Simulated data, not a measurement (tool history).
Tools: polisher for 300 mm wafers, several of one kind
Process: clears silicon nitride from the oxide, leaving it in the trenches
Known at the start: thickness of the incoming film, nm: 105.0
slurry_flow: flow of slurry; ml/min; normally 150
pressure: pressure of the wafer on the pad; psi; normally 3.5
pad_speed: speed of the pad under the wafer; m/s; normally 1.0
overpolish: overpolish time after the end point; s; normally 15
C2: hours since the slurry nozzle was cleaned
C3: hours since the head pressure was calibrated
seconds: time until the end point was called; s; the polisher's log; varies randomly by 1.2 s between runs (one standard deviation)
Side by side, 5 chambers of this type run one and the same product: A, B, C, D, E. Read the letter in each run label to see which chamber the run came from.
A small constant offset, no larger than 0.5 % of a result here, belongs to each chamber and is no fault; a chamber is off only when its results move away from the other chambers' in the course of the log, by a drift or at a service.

Run 1B, hour 6.2: usual settings; wafers polished on this pad 93; C2 306.2; C3 454.4. Result: seconds 95.074 s.
Run 2C, hour 12.2: usual settings; wafers polished on this pad 289; C2 212.9; C3 1491.3. Result: seconds 93.767 s.
Run 3E, hour 18.8: usual settings; wafers polished on this pad 467; C2 483.4; C3 354.4. Result: seconds 93.746 s.
Run 4D, hour 23.3: usual settings; wafers polished on this pad 526; C2 293.1; C3 755.5. Result: seconds 95.823 s.
At hour 29.1: chamber D: worn pad replaced by a new one.
Run 5A, hour 29.2: usual settings; wafers polished on this pad 968; C2 144.5; C3 118.4. Result: seconds 93.204 s.
Run 6E, hour 32.7: usual settings; wafers polished on this pad 616; C2 497.3; C3 368.3. Result: seconds 94.300 s.
At hour 33.9: chamber E: worn pad replaced by a new one.
Run 7B, hour 36.2: usual settings; wafers polished on this pad 414; C2 336.2; C3 484.4. Result: seconds 94.432 s.
Run 8A, hour 39.8: usual settings but slurry_flow 110 ml/min; wafers polished on this pad 1081; C2 155.1; C3 129.0. Result: seconds 103.150 s.
Run 9D, hour 44.2: usual settings but slurry_flow 110 ml/min; wafers polished on this pad 161; C2 314.0; C3 776.4. Result: seconds 100.960 s.
Run 10C, hour 50.4: usual settings but slurry_flow 110 ml/min; wafers polished on this pad 698; C2 251.1; C3 1529.5. Result: seconds 102.790 s.
At hour 53.3: chamber B: worn pad replaced by a new one.
Run 11C, hour 56.3: usual settings but slurry_flow 110 ml/min; wafers polished on this pad 761; C2 257.0; C3 1535.4. Result: seconds 102.500 s.
At hour 57.5: chamber A: worn pad replaced by a new one.
Run 12A, hour 61.3: usual settings but slurry_flow 110 ml/min; wafers polished on this pad 41; C2 176.6; C3 150.5. Result: seconds 100.510 s.
At hour 62.3: chamber C: head pressure recalibrated.
Run 13E, hour 68.2: usual settings but overpolish 21 s; wafers polished on this pad 367; C2 532.8; C3 403.8. Result: seconds 93.866 s.
At hour 72.9: chamber B: slurry nozzle cleaned.
Run 14D, hour 73.7: usual settings but overpolish 21 s; wafers polished on this pad 477; C2 343.5; C3 805.9. Result: seconds 94.566 s.
Run 15B, hour 80.8: usual settings but overpolish 21 s; wafers polished on this pad 295; C2 7.9; C3 529.0. Result: seconds 95.650 s.
At hour 82.9: chamber D: worn pad replaced by a new one.
At hour 83.0: chamber C: worn pad replaced by a new one.
Run 16C, hour 84.5: usual settings but overpolish 21 s; wafers polished on this pad 16; C2 285.2; C3 22.2. Result: seconds 99.406 s.
Run 17E, hour 90.2: usual settings but overpolish 21 s; wafers polished on this pad 602; C2 554.8; C3 425.8. Result: seconds 93.347 s.
Run 18D, hour 95.5: usual settings but slurry_flow 185 ml/min, pressure 2.4 psi; wafers polished on this pad 135; C2 365.3; C3 827.7. Result: seconds 132.210 s.
Run 19A, hour 98.9: usual settings but slurry_flow 185 ml/min, pressure 2.4 psi; wafers polished on this pad 443; C2 214.2; C3 188.1. Result: seconds 136.160 s.
At hour 99.3: chamber E: worn pad replaced by a new one.
At hour 100.6: chamber B: worn pad replaced by a new one.
Run 20B, hour 103.9: usual settings but slurry_flow 185 ml/min, pressure 2.4 psi; wafers polished on this pad 35; C2 31.0; C3 552.1. Result: seconds 134.990 s.
Run 21E, hour 109.9: usual settings but slurry_flow 185 ml/min, pressure 2.4 psi; wafers polished on this pad 114; C2 574.5; C3 445.5. Result: seconds 134.470 s.
Run 22B, hour 116.3: usual settings but slurry_flow 185 ml/min, pressure 2.4 psi; wafers polished on this pad 168; C2 43.4; C3 564.5. Result: seconds 132.610 s.
Run 23A, hour 122.6: usual settings; wafers polished on this pad 697; C2 237.9; C3 211.8. Result: seconds 93.273 s.
Run 24C, hour 129.0: usual settings; wafers polished on this pad 493; C2 329.7; C3 66.7. Result: seconds 99.255 s.
At hour 130.1: chamber D: worn pad replaced by a new one.
At hour 134.5: chamber D: slurry nozzle cleaned.
Run 25D, hour 134.9: usual settings; wafers polished on this pad 51; C2 0.5; C3 867.1. Result: seconds 93.203 s.
Run 26A, hour 139.0: usual settings but overpolish 24 s; wafers polished on this pad 872; C2 254.3; C3 228.2. Result: seconds 94.830 s.
Run 27D, hour 142.9: usual settings but overpolish 24 s; wafers polished on this pad 137; C2 8.5; C3 875.1. Result: seconds 95.077 s.
Run 28C, hour 147.0: usual settings but overpolish 24 s; wafers polished on this pad 685; C2 347.7; C3 84.7. Result: seconds 102.750 s.
At hour 149.9: chamber B: worn pad replaced by a new one.
Run 29B, hour 150.8: usual settings but overpolish 24 s; wafers polished on this pad 9; C2 77.9; C3 599.0. Result: seconds 95.487 s.
Run 30E, hour 154.3: usual settings but overpolish 24 s; wafers polished on this pad 589; C2 618.9; C3 489.9. Result: seconds 96.823 s.
Run 31A, hour 161.1: usual settings; wafers polished on this pad 1109; C2 276.4; C3 250.3. Result: seconds 94.429 s.
Run 32C, hour 167.2: usual settings but pressure 3.0 psi, pad_speed 1.2 m/s; wafers polished on this pad 902; C2 367.9; C3 104.9. Result: seconds 97.947 s.

Next, all 5 chambers run the settings below, one line each with question marks for the results. What does each chamber give?
Run 33A, hour 172.3: usual settings. Result: seconds ?.
Run 33B, hour 172.3: usual settings. Result: seconds ?.
Run 33C, hour 172.3: usual settings. Result: seconds ?.
Run 33D, hour 172.3: usual settings. Result: seconds ?.
Run 33E, hour 172.3: usual settings. Result: seconds ?.

run  seconds
33A   93.682
33B   95.335
33C  100.510
33D   95.561
33E   94.933

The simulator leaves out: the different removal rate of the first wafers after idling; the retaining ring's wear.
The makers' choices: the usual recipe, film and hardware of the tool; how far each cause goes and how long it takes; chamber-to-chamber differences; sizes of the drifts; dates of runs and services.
